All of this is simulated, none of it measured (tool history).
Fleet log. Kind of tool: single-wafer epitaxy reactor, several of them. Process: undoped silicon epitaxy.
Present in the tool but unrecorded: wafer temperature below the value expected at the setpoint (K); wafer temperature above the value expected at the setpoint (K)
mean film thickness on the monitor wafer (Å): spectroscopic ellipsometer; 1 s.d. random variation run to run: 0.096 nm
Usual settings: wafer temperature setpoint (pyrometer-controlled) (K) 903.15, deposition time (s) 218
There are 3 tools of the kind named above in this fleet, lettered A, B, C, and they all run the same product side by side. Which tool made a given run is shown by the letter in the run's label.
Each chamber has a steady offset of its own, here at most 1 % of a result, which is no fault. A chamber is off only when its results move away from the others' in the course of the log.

| run | hour | wafer temperature setpoint (pyrometer-controlled) (K) | deposition time (s) | hours since the last pyrometer calibration | read-back reference wafer on the same gauge, thickness_nm | mean film thickness on the monitor wafer (Å) |
|---|---|---|---|---|---|---|
| 1B | 6.4 | 903.15 | 218 | 232.6 | 24.015 | 232.68 |
| 2A | 13.3 | 903.15 | 218 | 1199.1 | 23.987 | 234.84 |
| 3C | 23.1 | 903.15 | 218 | 1941.8 | 24.005 | 233.93 |
| 4C | 28.7 | 903.15 | 218 | 1947.4 | 24.004 | 233.52 |
| 5A | 37.6 | 894.15 | 182 | 1223.4 | 23.999 | 159.21 |
| 6B | 44.7 | 894.15 | 182 | 270.9 | 24.01 | 158.8 |
| 7C | 49.2 | 894.15 | 182 | 1967.9 | 24.001 | 158.86 |
| 8A | 54.5 | 895.15 | 193 | 1240.3 | 24.006 | 172.76 |
| 9B | 64 | 895.15 | 193 | 290.2 | 23.994 | 171.84 |
|  | 66 | chamber C: pyrometer calibrated |
| 10C | 72 | 895.15 | 193 | 6 | 24.035 | 177.55 |
| 11B | 79.3 | 894.15 | 246 | 305.5 | 24.009 | 212.95 |
| 12A | 87.4 | 894.15 | 246 | 1273.2 | 24.034 | 216.68 |
| 13C | 94.2 | 894.15 | 246 | 28.2 | 23.977 | 220.03 |
| 14B | 101.2 | 903.15 | 218 | 327.4 | 23.976 | 232.95 |
| 15A | 110.9 | 903.15 | 218 | 1296.7 | 23.989 | 235.03 |
| 16B | 120.4 | 903.15 | 218 | 346.6 | 23.978 | 232.66 |
| 17A | 126 | 903.15 | 218 | 1311.8 | 24.014 | 234.66 |
| 18C | 133.9 | 903.15 | 218 | 67.9 | 23.98 | 241.04 |
| 19C | 141.7 | 903.15 | 218 | 75.7 | 23.998 | 240.62 |
| 20A | 150.1 | 903.15 | 218 | 1335.9 | 23.985 | 235.6 |
| 21B | 157.6 | 903.15 | 218 | 383.8 | 23.981 | 233.99 |

All 3 chambers run these settings next. Forecast each chamber's results:
| 22A | 164.7 | 891.15 | 218 |  |  | ? |
| 22B | 164.7 | 891.15 | 218 |  |  | ? |
| 22C | 164.7 | 891.15 | 218 |  |  | ? |

| run | mean film thickness on the monitor wafer (Å) |
|---|---|
| 22A | 176.63 |
| 22B | 177.12 |
| 22C | 181.35 |
